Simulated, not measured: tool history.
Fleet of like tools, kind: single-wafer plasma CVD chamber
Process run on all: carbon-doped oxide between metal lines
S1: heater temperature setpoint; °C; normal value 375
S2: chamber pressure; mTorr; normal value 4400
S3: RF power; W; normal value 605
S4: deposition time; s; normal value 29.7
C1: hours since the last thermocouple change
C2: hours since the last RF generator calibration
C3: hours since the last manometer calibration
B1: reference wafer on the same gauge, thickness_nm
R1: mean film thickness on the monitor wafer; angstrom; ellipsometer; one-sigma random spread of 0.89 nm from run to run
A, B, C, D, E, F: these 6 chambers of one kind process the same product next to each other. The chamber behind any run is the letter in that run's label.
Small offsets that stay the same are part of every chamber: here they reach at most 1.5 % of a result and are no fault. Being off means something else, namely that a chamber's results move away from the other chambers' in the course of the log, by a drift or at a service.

{"run": "1D", "hour": 6.7, "S1": 375, "S2": 4400, "S3": 605, "S4": 29.7, "C1": 1343.9, "C2": 665.3, "C3": 358.2, "B1": 185.94, "R1": 1571.2}
{"run": "2B", "hour": 12.6, "S1": 375, "S2": 4400, "S3": 605, "S4": 29.7, "C1": 1872.3, "C2": 880.5, "C3": 1324.6, "B1": 186.07, "R1": 1584.8}
{"run": "3E", "hour": 20.6, "S1": 375, "S2": 4400, "S3": 605, "S4": 29.7, "C1": 830.7, "C2": 1395.2, "C3": 118.4, "B1": 185.88, "R1": 1579.4}
{"run": "4F", "hour": 28.5, "S1": 375, "S2": 4400, "S3": 605, "S4": 29.7, "C1": 1730.0, "C2": 1619.1, "C3": 857.0, "B1": 186.08, "R1": 1564.5}
{"run": "5C", "hour": 36.0, "S1": 375, "S2": 4400, "S3": 605, "S4": 29.7, "C1": 975.1, "C2": 151.4, "C3": 572.1, "B1": 185.96, "R1": 1568.1}
{"run": "6A", "hour": 46.7, "S1": 375, "S2": 4400, "S3": 605, "S4": 29.7, "C1": 647.4, "C2": 1350.5, "C3": 312.7, "B1": 185.69, "R1": 1567.9}
{"run": "7A", "hour": 52.3, "S1": 375, "S2": 4400, "S3": 605, "S4": 29.7, "C1": 653.0, "C2": 1356.1, "C3": 318.3, "B1": 186.1, "R1": 1576.8}
{"run": "8E", "hour": 61.5, "S1": 375, "S2": 4400, "S3": 605, "S4": 29.7, "C1": 871.6, "C2": 1436.1, "C3": 159.3, "B1": 186.0, "R1": 1582.3}
{"run": "9D", "hour": 69.6, "S1": 375, "S2": 4400, "S3": 605, "S4": 29.7, "C1": 1406.8, "C2": 728.2, "C3": 421.1, "B1": 186.05, "R1": 1591.5}
{"run": "10F", "hour": 80.0, "S1": 375, "S2": 4400, "S3": 605, "S4": 29.7, "C1": 1781.5, "C2": 1670.6, "C3": 908.5, "B1": 185.9, "R1": 1574.2}
{"run": "11B", "hour": 89.0, "S1": 375, "S2": 4400, "S3": 605, "S4": 29.7, "C1": 1948.7, "C2": 956.9, "C3": 1401.0, "B1": 186.15, "R1": 1569.6}
{"run": "12C", "hour": 98.2, "S1": 375, "S2": 4400, "S3": 605, "S4": 29.7, "C1": 1037.3, "C2": 213.6, "C3": 634.3, "B1": 186.02, "R1": 1555.3}
{"run": "13A", "hour": 108.3, "S1": 375, "S2": 4400, "S3": 605, "S4": 29.7, "C1": 709.0, "C2": 1412.1, "C3": 374.3, "B1": 186.15, "R1": 1575.1}
{"run": "14C", "hour": 117.2, "S1": 375, "S2": 4400, "S3": 680, "S4": 33.5, "C1": 1056.3, "C2": 232.6, "C3": 653.3, "B1": 185.73, "R1": 1867.1}
{"run": "15F", "hour": 128.2, "S1": 375, "S2": 4400, "S3": 680, "S4": 33.5, "C1": 1829.7, "C2": 1718.8, "C3": 956.7, "B1": 185.99, "R1": 1881.8}
{"run": "16D", "hour": 137.9, "S1": 375, "S2": 4400, "S3": 680, "S4": 33.5, "C1": 1475.1, "C2": 796.5, "C3": 489.4, "B1": 186.03, "R1": 1903.4}
{"run": "17E", "hour": 147.3, "S1": 375, "S2": 4400, "S3": 680, "S4": 33.5, "C1": 957.4, "C2": 1521.9, "C3": 245.1, "B1": 186.04, "R1": 1908.6}
{"run": "18B", "hour": 155.3, "S1": 375, "S2": 4400, "S3": 680, "S4": 33.5, "C1": 2015.0, "C2": 1023.2, "C3": 1467.3, "B1": 186.02, "R1": 1883.7}
{"run": "19B", "hour": 166.7, "S1": 375, "S2": 4400, "S3": 680, "S4": 33.5, "C1": 2026.4, "C2": 1034.6, "C3": 1478.7, "B1": 186.19, "R1": 1873.7}
{"run": "20A", "hour": 178.5, "S1": 375, "S2": 4400, "S3": 605, "S4": 29.7, "C1": 779.2, "C2": 1482.3, "C3": 444.5, "B1": 186.05, "R1": 1592.0}
{"run": "21F", "hour": 185.1, "S1": 375, "S2": 4400, "S3": 605, "S4": 29.7, "C1": 1886.6, "C2": 1775.7, "C3": 1013.6, "B1": 186.24, "R1": 1564.8}
{"run": "22E", "hour": 196.0, "S1": 375, "S2": 4400, "S3": 605, "S4": 29.7, "C1": 1006.1, "C2": 1570.6, "C3": 293.8, "B1": 185.93, "R1": 1587.3}
{"run": "23D", "hour": 208.4, "S1": 375, "S2": 4400, "S3": 605, "S4": 29.7, "C1": 1545.6, "C2": 867.0, "C3": 559.9, "B1": 186.16, "R1": 1583.7}
{"hour": 215.2, "done": "chamber E: RF generator calibrated"}
{"run": "24C", "hour": 220.1, "S1": 375, "S2": 4400, "S3": 605, "S4": 27.8, "C1": 1159.2, "C2": 335.5, "C3": 756.2, "B1": 185.94, "R1": 1458.6}
{"run": "25C", "hour": 227.8, "S1": 375, "S2": 4400, "S3": 605, "S4": 27.8, "C1": 1166.9, "C2": 343.2, "C3": 763.9, "B1": 185.96, "R1": 1459.3}
{"run": "26F", "hour": 238.2, "S1": 375, "S2": 4400, "S3": 605, "S4": 27.8, "C1": 1939.7, "C2": 1828.8, "C3": 1066.7, "B1": 185.92, "R1": 1462.9}
{"run": "27A", "hour": 248.9, "S1": 375, "S2": 4400, "S3": 605, "S4": 27.8, "C1": 849.6, "C2": 1552.7, "C3": 514.9, "B1": 185.84, "R1": 1471.9}
{"run": "28E", "hour": 254.9, "S1": 375, "S2": 4400, "S3": 605, "S4": 27.8, "C1": 1065.0, "C2": 39.7, "C3": 352.7, "B1": 186.05, "R1": 1481.6}
{"run": "29D", "hour": 262.9, "S1": 375, "S2": 4400, "S3": 605, "S4": 27.8, "C1": 1600.1, "C2": 921.5, "C3": 614.4, "B1": 186.04, "R1": 1478.6}
{"run": "30B", "hour": 270.3, "S1": 375, "S2": 4400, "S3": 605, "S4": 29.7, "C1": 2130.0, "C2": 1138.2, "C3": 1582.3, "B1": 185.86, "R1": 1541.0}
{"run": "31B", "hour": 279.6, "S1": 375, "S2": 4400, "S3": 605, "S4": 29.7, "C1": 2139.3, "C2": 1147.5, "C3": 1591.6, "B1": 185.82, "R1": 1532.9}
{"run": "32F", "hour": 290.9, "S1": 375, "S2": 4400, "S3": 605, "S4": 29.7, "C1": 1992.4, "C2": 1881.5, "C3": 1119.4, "B1": 186.09, "R1": 1559.0}
{"run": "33D", "hour": 298.7, "S1": 375, "S2": 4400, "S3": 605, "S4": 29.7, "C1": 1635.9, "C2": 957.3, "C3": 650.2, "B1": 185.85, "R1": 1590.0}
{"run": "34C", "hour": 304.4, "S1": 375, "S2": 4400, "S3": 605, "S4": 29.7, "C1": 1243.5, "C2": 419.8, "C3": 840.5, "B1": 185.76, "R1": 1539.4}
{"run": "35A", "hour": 316.7, "S1": 375, "S2": 4080, "S3": 700, "S4": 29.7, "C1": 917.4, "C2": 1620.5, "C3": 582.7, "B1": 186.17, "R1": 1706.2}
{"run": "36E", "hour": 323.8, "S1": 375, "S2": 4080, "S3": 700, "S4": 29.7, "C1": 1133.9, "C2": 108.6, "C3": 421.6, "B1": 185.92, "R1": 1708.1}
{"run": "37A", "hour": 331.6, "S1": 375, "S2": 4080, "S3": 700, "S4": 29.7, "C1": 932.3, "C2": 1635.4, "C3": 597.6, "B1": 185.68, "R1": 1713.0}
{"run": "38D", "hour": 339.1, "S1": 375, "S2": 4080, "S3": 700, "S4": 29.7, "C1": 1676.3, "C2": 997.7, "C3": 690.6, "B1": 186.09, "R1": 1717.6}
{"run": "39E", "hour": 350.1, "S1": 375, "S2": 4080, "S3": 700, "S4": 29.7, "C1": 1160.2, "C2": 134.9, "C3": 447.9, "B1": 185.71, "R1": 1710.6}
{"run": "40C", "hour": 359.2, "S1": 375, "S2": 4080, "S3": 700, "S4": 29.7, "C1": 1298.3, "C2": 474.6, "C3": 895.3, "B1": 185.88, "R1": 1679.4}

Decide between three cases: one chamber stands off from its peers, the gauge reading all wafers drifts, or nothing is wrong past each chamber's small offset. Where a chamber is off, say which and what most likely put it there.

It is chamber B that slowly wanders off from its peers.
Likeliest cause: delivered RF power below the setpoint (%) = 5.52.

Chamber B could run next with any of the 4 candidate recipes listed below; each alters the usual settings, and their results appear as question marks. Which one brings its results back in line with what the other chambers deliver on the usual settings?
A result is in line if it is within this distance of the other chambers' mean on the usual settings: R1 31.0 angstrom
{"run": "41B-1", "hour": 368.1, "S1": 389, "S2": 4400, "S3": 605, "S4": 29.7, "R1": "?"}
{"run": "41B-2", "hour": 368.1, "S1": 377, "S2": 4260, "S3": 550, "S4": 29.7, "R1": "?"}
{"run": "41B-3", "hour": 368.1, "S1": 375, "S2": 4400, "S3": 605, "S4": 30.6, "R1": "?"}
{"run": "41B-4", "hour": 368.1, "S1": 374, "S2": 4440, "S3": 620, "S4": 31.1, "R1": "?"}

Average result of the remaining chambers running the usual settings: R1 1573.2 angstrom
run=41B-1 R1=1489.8
run=41B-2 R1=1431.4
run=41B-3 R1=1577.4
run=41B-4 R1=1632.4
With 41B-3, the chamber falls back in line with the rest.

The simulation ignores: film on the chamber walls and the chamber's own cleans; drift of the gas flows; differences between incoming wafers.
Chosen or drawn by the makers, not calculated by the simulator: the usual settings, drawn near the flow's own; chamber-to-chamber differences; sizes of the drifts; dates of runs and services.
